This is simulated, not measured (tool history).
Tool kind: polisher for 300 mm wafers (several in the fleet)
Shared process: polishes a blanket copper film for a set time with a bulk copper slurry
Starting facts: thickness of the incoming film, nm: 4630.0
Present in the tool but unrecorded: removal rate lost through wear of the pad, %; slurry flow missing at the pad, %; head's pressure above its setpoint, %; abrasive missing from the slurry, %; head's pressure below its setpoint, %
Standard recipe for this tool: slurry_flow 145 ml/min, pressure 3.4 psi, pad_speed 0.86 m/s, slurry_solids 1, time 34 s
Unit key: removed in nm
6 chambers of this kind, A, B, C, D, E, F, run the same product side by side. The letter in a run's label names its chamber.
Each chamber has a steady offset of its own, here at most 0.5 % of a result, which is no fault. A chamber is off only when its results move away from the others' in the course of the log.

run   hour  slurry_flow  pressure  pad_speed  slurry_solids  time  wafers polished on this pad  hours since the slurry nozzle was cleaned  hours since the head pressure was calibrated  hours since the slurry blender was calibrated  removed
       1.1  -- chamber D: worn pad replaced by a new one
 1F    5.3          145       3.4       0.86              1    34                          231                                      211.3                                         271.6                                          109.5   339.71
       5.5  -- chamber C: worn pad replaced by a new one
 2A   10.3          145       3.4       0.86              1    34                          402                                      371.6                                         178.7                                          108.0   337.48
 3D   15.0          145       3.4       0.86              1    34                          222                                      314.1                                        1037.1                                           67.7   337.49
      18.4  -- chamber D: head pressure recalibrated
 4E   21.1          145       3.4       0.86              1    34                          618                                      239.2                                         766.5                                          283.1   338.79
 5B   26.3          145       3.4       0.86              1    34                          758                                       70.5                                         383.7                                          133.5   339.77
 6C   32.3          130       2.7       0.86              1    34                          425                                      289.3                                        1179.2                                           43.0   262.89
 7E   36.6          130       2.7       0.86              1    34                          864                                      254.7                                         782.0                                          298.6   263.78
 8C   41.7          130       2.7       0.86              1    34                          574                                      298.7                                        1188.6                                           52.4   267.32
      44.8  -- chamber B: slurry blender recalibrated
      45.2  -- chamber E: worn pad replaced by a new one
 9B   47.9          130       2.7       0.86              1    34                         1101                                       92.1                                         405.3                                            3.2   267.96
      51.9  -- chamber C: worn pad replaced by a new one
      52.6  -- chamber C: slurry nozzle cleaned
10D   53.2          130       2.7       0.86              1    34                          827                                      352.3                                          34.8                                          105.9   257.67
11A   57.9          130       2.7       0.86              1    34                         1157                                      419.2                                         226.3                                          155.6   262.25
      58.0  -- chamber D: worn pad replaced by a new one
      61.1  -- chamber B: worn pad replaced by a new one
12F   64.2          145       3.0       0.86              1    34                         1165                                      270.2                                         330.5                                          168.4   303.20
13B   68.4          145       3.0       0.86              1    34                          116                                      112.6                                         425.8                                           23.7   304.09
      70.7  -- chamber F: worn pad replaced by a new one
      71.1  -- chamber A: worn pad replaced by a new one
14C   71.7          145       3.0       0.86              1    34                          315                                       19.1                                        1218.6                                           82.4   299.41
15E   75.4          145       3.0       0.86              1    34                          479                                      293.5                                         820.8                                          337.4   294.12
16D   82.5          145       3.0       0.86              1    34                          389                                      381.6                                          64.1                                          135.2   292.67
      85.9  -- chamber F: slurry blender recalibrated
      86.5  -- chamber A: slurry nozzle cleaned
17F   89.5          145       3.0       0.86              1    34                          299                                      295.5                                         355.8                                            3.6   299.95
      90.7  -- chamber C: worn pad replaced by a new one
18A   93.5          145       3.4       0.86              1    34                          356                                        7.1                                         261.9                                          191.2   337.85
19E  100.0          145       3.4       0.86              1    34                          870                                      318.1                                         845.4                                          362.0   342.33
20D  103.5          145       3.0       0.86              1    34                          722                                      402.6                                          85.1                                          156.2   287.44
     106.4  -- chamber D: worn pad replaced by a new one
21A  106.9          145       3.0       0.86              1    34                          568                                       20.5                                         275.3                                          204.6   299.56
22F  111.3          145       3.0       0.86              1    34                          645                                      317.3                                         377.6                                           25.4   295.99
     112.6  -- chamber E: worn pad replaced by a new one
23C  116.6          145       3.0       0.86              1    34                          412                                       64.0                                        1263.5                                          127.3   302.78
24B  123.0          145       3.0       0.86              1    34                          982                                      167.2                                         480.4                                           78.3   302.40
25A  129.1          145       3.0       0.86              1    34                          920                                       42.7                                         297.5                                          226.8   296.79
26F  134.5          145       3.4       0.86              1    34                         1013                                      340.5                                         400.8                                           48.6   333.87
     139.7  -- chamber B: worn pad replaced by a new one
     140.1  -- chamber C: worn pad replaced by a new one
27E  141.1          145       3.4       0.86              1    34                          452                                      359.2                                         886.5                                          403.1   343.94
28B  144.3          145       3.4       0.86              1    34                           73                                      188.5                                         501.7                                           99.6   340.30
     145.9  -- chamber A: worn pad replaced by a new one
     150.4  -- chamber E: slurry blender recalibrated
     150.6  -- chamber C: head pressure recalibrated
29D  150.6          145       3.4       0.98              1    41                          701                                      449.7                                         132.2                                          203.3   447.64
     151.2  -- chamber F: worn pad replaced by a new one
30C  156.0          145       3.4       0.98              1    41                          252                                      103.4                                           5.5                                          166.7   464.41
     159.8  -- chamber D: worn pad replaced by a new one
     161.8  -- chamber C: slurry blender recalibrated
31C  162.2          145       3.4       0.98              1    41                          351                                      109.6                                          11.7                                            0.5   464.35
32E  167.2          145       3.4       0.98              1    41                          866                                      385.3                                         912.6                                           16.9   461.81
33D  172.0          145       3.4       0.98              1    41                          194                                      471.1                                         153.6                                          224.7   430.18
     172.7  -- chamber E: worn pad replaced by a new one
34A  176.7          145       3.4       0.98              1    41                          489                                       90.3                                         345.1                                          274.4   458.81
     178.6  -- chamber D: slurry blender recalibrated
35B  180.5          145       3.4       0.86              1    34                          647                                      224.7                                         537.9                                          135.8   333.72
36F  184.6          170       3.4       0.86              1    34                          530                                      390.6                                         450.9                                           98.7   352.79
     186.7  -- chamber A: head pressure recalibrated
37A  190.8          170       3.4       0.86              1    34                          713                                      104.4                                           4.1                                          288.5   340.12
     191.3  -- chamber C: worn pad replaced by a new one
     191.5  -- chamber B: slurry blender recalibrated
38C  196.2          170       3.4       0.86              1    34                           78                                      143.6                                          45.7                                           34.5   351.45
39B  201.5          170       3.4       0.86              1    34                          980                                      245.7                                         558.9                                           10.0   346.55
40F  207.4          170       3.4       0.86              1    34                          891                                      413.4                                         473.7                                          121.5   346.63
41E  213.7          170       3.4       0.86              1    34                          650                                      431.8                                         959.1                                           63.4   349.10
     214.4  -- chamber D: worn pad replaced by a new one
42D  217.3          145       3.4       0.86              1    34                           46                                      516.4                                         198.9                                           38.8   306.26
43B  221.4          145       3.4       0.86              1    34                         1295                                      265.6                                         578.8                                           29.9   341.71
44F  226.1          145       3.4       0.86              1    34                         1188                                      432.1                                         492.4                                          140.2   345.77

Which is it: a chamber that has drifted or been left off by a service, a gauge drift common to all chambers, or only each chamber's usual small offset? If a chamber is off, name it and its likeliest cause.

Little by little, chamber D moves away from the other chambers.
Likeliest cause: slurry flow missing at the pad, % = 32.1.
The log may not tell that from: head's pressure below its setpoint, %.

Which of the 4 candidates below, each the usual settings with something changed and its results left as question marks, puts chamber D back in line with what the other chambers give on the usual settings?
Counts as in line when no further than this from what the other chambers average on the usual settings: removed 14.00 nm
45D-1  231.1          145       3.4       0.94              1    34                                                                                                                                                                             ?
45D-2  231.1          150       3.4       1.00              1    34                                                                                                                                                                             ?
45D-3  231.1          140       3.4       0.86              1    31                                                                                                                                                                             ?
45D-4  231.1          145       3.4       0.72              1    34                                                                                                                                                                             ?

Average result of the remaining chambers running the usual settings: removed 337.73 nm
  run  removed
45D-1   336.65
45D-2   361.01
45D-3   278.51
45D-4   258.53
45D-1 is the one that brings the chamber's results back in line with the other chambers.

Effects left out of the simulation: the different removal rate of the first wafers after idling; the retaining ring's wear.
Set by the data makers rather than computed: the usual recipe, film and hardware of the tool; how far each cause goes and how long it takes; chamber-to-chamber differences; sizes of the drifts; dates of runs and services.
